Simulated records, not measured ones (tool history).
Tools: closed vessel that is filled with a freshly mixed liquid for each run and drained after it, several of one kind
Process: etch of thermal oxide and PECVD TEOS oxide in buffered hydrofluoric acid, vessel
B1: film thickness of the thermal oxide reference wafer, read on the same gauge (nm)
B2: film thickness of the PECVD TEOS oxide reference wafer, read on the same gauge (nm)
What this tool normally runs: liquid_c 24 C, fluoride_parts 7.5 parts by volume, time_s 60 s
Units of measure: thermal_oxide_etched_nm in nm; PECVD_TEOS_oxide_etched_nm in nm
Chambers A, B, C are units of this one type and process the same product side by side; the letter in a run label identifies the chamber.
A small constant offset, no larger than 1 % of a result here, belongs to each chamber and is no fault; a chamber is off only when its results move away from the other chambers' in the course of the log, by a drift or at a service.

{"run": "1B", "hour": 12.7, "liquid_c": 24, "fluoride_parts": 7.5, "time_s": 60, "B1": 139.99, "B2": 100.02, "thermal_oxide_etched_nm": 86.627, "PECVD_TEOS_oxide_etched_nm": 122.22}
{"run": "2A", "hour": 25.8, "liquid_c": 24, "fluoride_parts": 7.5, "time_s": 60, "B1": 140.02, "B2": 99.993, "thermal_oxide_etched_nm": 85.32, "PECVD_TEOS_oxide_etched_nm": 123.71}
{"run": "3C", "hour": 34.4, "liquid_c": 24, "fluoride_parts": 7.5, "time_s": 60, "B1": 140.02, "B2": 99.987, "thermal_oxide_etched_nm": 85.475, "PECVD_TEOS_oxide_etched_nm": 123.13}
{"run": "4C", "hour": 41.4, "liquid_c": 24, "fluoride_parts": 7.5, "time_s": 60, "B1": 140.01, "B2": 99.99, "thermal_oxide_etched_nm": 84.924, "PECVD_TEOS_oxide_etched_nm": 123.37}
{"run": "5A", "hour": 48.9, "liquid_c": 24, "fluoride_parts": 7.5, "time_s": 60, "B1": 140.01, "B2": 99.988, "thermal_oxide_etched_nm": 84.875, "PECVD_TEOS_oxide_etched_nm": 122.76}
{"run": "6B", "hour": 55.6, "liquid_c": 24, "fluoride_parts": 9, "time_s": 60, "B1": 140.01, "B2": 99.966, "thermal_oxide_etched_nm": 70.701, "PECVD_TEOS_oxide_etched_nm": 100.72}
{"run": "7C", "hour": 63.7, "liquid_c": 24, "fluoride_parts": 9, "time_s": 60, "B1": 140, "B2": 100.01, "thermal_oxide_etched_nm": 70.156, "PECVD_TEOS_oxide_etched_nm": 101.05}
{"run": "8B", "hour": 71.6, "liquid_c": 24, "fluoride_parts": 9, "time_s": 60, "B1": 140.02, "B2": 99.997, "thermal_oxide_etched_nm": 71.238, "PECVD_TEOS_oxide_etched_nm": 101.18}
{"run": "9A", "hour": 82.0, "liquid_c": 24, "fluoride_parts": 7.5, "time_s": 60, "B1": 140, "B2": 100.01, "thermal_oxide_etched_nm": 86.131, "PECVD_TEOS_oxide_etched_nm": 123.2}
{"run": "10C", "hour": 89.6, "liquid_c": 24, "fluoride_parts": 7.5, "time_s": 60, "B1": 140.01, "B2": 100, "thermal_oxide_etched_nm": 84.659, "PECVD_TEOS_oxide_etched_nm": 123.96}
{"run": "11A", "hour": 96.1, "liquid_c": 24, "fluoride_parts": 7.5, "time_s": 60, "B1": 139.99, "B2": 100.02, "thermal_oxide_etched_nm": 85.751, "PECVD_TEOS_oxide_etched_nm": 123.04}
{"run": "12B", "hour": 103.1, "liquid_c": 24, "fluoride_parts": 7.5, "time_s": 60, "B1": 140.01, "B2": 100.03, "thermal_oxide_etched_nm": 87.075, "PECVD_TEOS_oxide_etched_nm": 122.89}
{"run": "13B", "hour": 116.1, "liquid_c": 24, "fluoride_parts": 7.5, "time_s": 60, "B1": 139.99, "B2": 99.98, "thermal_oxide_etched_nm": 86.293, "PECVD_TEOS_oxide_etched_nm": 123.17}
{"run": "14A", "hour": 123.9, "liquid_c": 24, "fluoride_parts": 7.5, "time_s": 60, "B1": 139.99, "B2": 100.05, "thermal_oxide_etched_nm": 84.967, "PECVD_TEOS_oxide_etched_nm": 123.63}
{"hour": 127.4, "done": "chamber C: thermometer replaced"}
{"run": "15C", "hour": 134.4, "liquid_c": 24, "fluoride_parts": 7.5, "time_s": 60, "B1": 139.99, "B2": 100.01, "thermal_oxide_etched_nm": 85.966, "PECVD_TEOS_oxide_etched_nm": 123.49}
{"run": "16B", "hour": 143.0, "liquid_c": 24, "fluoride_parts": 7.5, "time_s": 60, "B1": 140.01, "B2": 99.985, "thermal_oxide_etched_nm": 86.633, "PECVD_TEOS_oxide_etched_nm": 121.52}
{"run": "17A", "hour": 150.2, "liquid_c": 24, "fluoride_parts": 9, "time_s": 60, "B1": 140.03, "B2": 99.986, "thermal_oxide_etched_nm": 70.183, "PECVD_TEOS_oxide_etched_nm": 101.03}
{"run": "18C", "hour": 161.6, "liquid_c": 24, "fluoride_parts": 9, "time_s": 60, "B1": 140.02, "B2": 99.976, "thermal_oxide_etched_nm": 70.391, "PECVD_TEOS_oxide_etched_nm": 102.06}
{"run": "19B", "hour": 169.5, "liquid_c": 24, "fluoride_parts": 9, "time_s": 60, "B1": 140, "B2": 100.01, "thermal_oxide_etched_nm": 71.575, "PECVD_TEOS_oxide_etched_nm": 100.8}
{"hour": 175.4, "done": "chamber B: thermometer replaced"}
{"run": "20C", "hour": 182.1, "liquid_c": 24, "fluoride_parts": 7.5, "time_s": 60, "B1": 140.03, "B2": 99.996, "thermal_oxide_etched_nm": 85.974, "PECVD_TEOS_oxide_etched_nm": 123.23}
{"run": "21A", "hour": 189.7, "liquid_c": 24, "fluoride_parts": 7.5, "time_s": 60, "B1": 139.99, "B2": 100.02, "thermal_oxide_etched_nm": 85.302, "PECVD_TEOS_oxide_etched_nm": 122.45}
{"run": "22C", "hour": 196.4, "liquid_c": 24, "fluoride_parts": 7.5, "time_s": 60, "B1": 139.99, "B2": 99.993, "thermal_oxide_etched_nm": 85.424, "PECVD_TEOS_oxide_etched_nm": 123.62}
{"run": "23B", "hour": 205.8, "liquid_c": 24, "fluoride_parts": 7.5, "time_s": 60, "B1": 140.01, "B2": 100.02, "thermal_oxide_etched_nm": 86.414, "PECVD_TEOS_oxide_etched_nm": 122.68}
{"run": "24A", "hour": 217.9, "liquid_c": 24, "fluoride_parts": 7.5, "time_s": 60, "B1": 140.01, "B2": 99.989, "thermal_oxide_etched_nm": 85.713, "PECVD_TEOS_oxide_etched_nm": 123.19}
{"hour": 220.6, "done": "chamber A: thermometer replaced"}
{"run": "25B", "hour": 227.7, "liquid_c": 27, "fluoride_parts": 7.5, "time_s": 60, "B1": 139.99, "B2": 99.969, "thermal_oxide_etched_nm": 101.51, "PECVD_TEOS_oxide_etched_nm": 144.39}
{"run": "26A", "hour": 241.3, "liquid_c": 27, "fluoride_parts": 7.5, "time_s": 60, "B1": 139.99, "B2": 100.04, "thermal_oxide_etched_nm": 101.95, "PECVD_TEOS_oxide_etched_nm": 144.29}
{"run": "27C", "hour": 253.4, "liquid_c": 27, "fluoride_parts": 7.5, "time_s": 60, "B1": 140, "B2": 100.03, "thermal_oxide_etched_nm": 100.23, "PECVD_TEOS_oxide_etched_nm": 145.83}
{"run": "28A", "hour": 266.5, "liquid_c": 24, "fluoride_parts": 7.5, "time_s": 60, "B1": 140, "B2": 100.03, "thermal_oxide_etched_nm": 86.238, "PECVD_TEOS_oxide_etched_nm": 122.12}
{"run": "29B", "hour": 279.6, "liquid_c": 24, "fluoride_parts": 7.5, "time_s": 60, "B1": 140.02, "B2": 99.995, "thermal_oxide_etched_nm": 86.114, "PECVD_TEOS_oxide_etched_nm": 123.5}

Has any chamber moved away from the others, gradually or after a service, or does the common gauge drift, or do the chambers differ only by their own small steady offsets? State the chamber and the most likely cause if one applies.

The fleet is healthy, with each chamber sitting at its usual small offset and no drift in the gauge.

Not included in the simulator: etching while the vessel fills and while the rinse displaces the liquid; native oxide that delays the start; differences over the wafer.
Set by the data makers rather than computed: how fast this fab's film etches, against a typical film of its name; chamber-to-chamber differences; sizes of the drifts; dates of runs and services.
